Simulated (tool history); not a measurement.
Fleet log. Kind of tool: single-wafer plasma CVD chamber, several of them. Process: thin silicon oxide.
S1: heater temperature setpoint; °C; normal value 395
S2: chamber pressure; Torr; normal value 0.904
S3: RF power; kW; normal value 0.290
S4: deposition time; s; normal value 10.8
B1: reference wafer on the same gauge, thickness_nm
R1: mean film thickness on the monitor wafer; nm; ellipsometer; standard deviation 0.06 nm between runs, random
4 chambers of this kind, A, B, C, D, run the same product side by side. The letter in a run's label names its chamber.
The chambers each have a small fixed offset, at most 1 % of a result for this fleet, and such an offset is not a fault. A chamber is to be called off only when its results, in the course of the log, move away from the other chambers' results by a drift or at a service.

run 1C hour=5.2 | S1=395 S2=0.904 S3=0.290 S4=10.8 | B1=21.998 | R1=21.776
run 2B hour=14.5 | S1=395 S2=0.904 S3=0.290 S4=10.8 | B1=22.001 | R1=21.866
run 3A hour=23.8 | S1=395 S2=0.904 S3=0.290 S4=10.8 | B1=22.009 | R1=21.574
run 4D hour=31.8 | S1=395 S2=0.904 S3=0.290 S4=10.8 | B1=21.999 | R1=21.816
run 5D hour=36.8 | S1=395 S2=0.904 S3=0.290 S4=10.8 | B1=21.994 | R1=21.722
run 6C hour=45.8 | S1=395 S2=0.904 S3=0.290 S4=10.8 | B1=22.000 | R1=21.820
-- hour=46.3 chamber D: thermocouple changed; heater temperature recalibrated
run 7B hour=53.1 | S1=395 S2=0.904 S3=0.290 S4=10.8 | B1=21.991 | R1=21.886
run 8A hour=59.7 | S1=395 S2=0.904 S3=0.290 S4=10.8 | B1=21.998 | R1=21.609
run 9B hour=65.8 | S1=395 S2=0.904 S3=0.290 S4=10.8 | B1=22.022 | R1=21.780
run 10A hour=72.5 | S1=395 S2=0.904 S3=0.290 S4=10.8 | B1=22.004 | R1=21.563
run 11C hour=80.6 | S1=395 S2=0.904 S3=0.290 S4=10.8 | B1=22.011 | R1=21.771
run 12D hour=86.4 | S1=395 S2=0.904 S3=0.290 S4=10.8 | B1=21.997 | R1=21.672
run 13C hour=95.3 | S1=395 S2=0.904 S3=0.290 S4=10.8 | B1=21.986 | R1=21.776
run 14D hour=103.2 | S1=395 S2=0.904 S3=0.290 S4=10.8 | B1=22.004 | R1=21.756
run 15A hour=110.6 | S1=395 S2=0.904 S3=0.290 S4=10.8 | B1=21.988 | R1=21.468
run 16B hour=120.1 | S1=395 S2=0.904 S3=0.290 S4=10.8 | B1=22.014 | R1=21.843
run 17C hour=126.8 | S1=395 S2=0.904 S3=0.290 S4=10.8 | B1=22.001 | R1=21.774
run 18D hour=133.6 | S1=395 S2=0.904 S3=0.290 S4=10.8 | B1=22.003 | R1=21.861
run 19A hour=142.1 | S1=395 S2=0.904 S3=0.290 S4=10.8 | B1=21.986 | R1=21.361
run 20B hour=147.9 | S1=395 S2=0.904 S3=0.290 S4=10.8 | B1=21.983 | R1=21.796
run 21C hour=152.3 | S1=395 S2=0.904 S3=0.290 S4=10.8 | B1=22.003 | R1=21.768
run 22A hour=160.3 | S1=395 S2=0.904 S3=0.290 S4=10.8 | B1=22.000 | R1=21.201
run 23B hour=165.4 | S1=395 S2=0.904 S3=0.290 S4=10.8 | B1=21.994 | R1=21.830
run 24D hour=172.8 | S1=395 S2=0.904 S3=0.290 S4=10.8 | B1=21.992 | R1=21.735
run 25D hour=181.6 | S1=395 S2=0.904 S3=0.290 S4=10.8 | B1=22.003 | R1=21.860
run 26C hour=186.2 | S1=395 S2=0.904 S3=0.290 S4=10.8 | B1=21.994 | R1=21.881
run 27B hour=196.0 | S1=395 S2=0.904 S3=0.290 S4=10.8 | B1=22.022 | R1=21.851

Read the log: is a single chamber off, either drifting away or since a service, is the gauge that measures every chamber drifting, or is nothing wrong beyond small per-chamber offsets? Name any odd chamber and what most likely caused it.

Little by little, chamber A moves away from the other chambers.
Most likely cause: true pressure below the setpoint (%) = 2.82.
With only this log, it may be confused with: delivered RF power below the setpoint (%).

Which of the 4 candidates below, each the usual settings with something changed and its results left as question marks, puts chamber A back in line with what the other chambers give on the usual settings?
To be in line, a result may differ from the other chambers' mean on the usual settings by at most: R1 0.210 nm
run 28A-1 hour=203.0 | S1=395 S2=0.921 S3=0.290 S4=11.0 | R1=?
run 28A-2 hour=203.0 | S1=395 S2=0.904 S3=0.300 S4=10.8 | R1=?
run 28A-3 hour=203.0 | S1=395 S2=0.904 S3=0.280 S4=10.8 | R1=?
run 28A-4 hour=203.0 | S1=395 S2=0.870 S3=0.290 S4=10.8 | R1=?

Average result of the remaining chambers running the usual settings: R1 21.797 nm
run=28A-1 R1=21.876
run=28A-2 R1=21.454
run=28A-3 R1=20.839
run=28A-4 R1=20.486
The answer is 28A-1, which returns the chamber to within the allowed miss of the others.
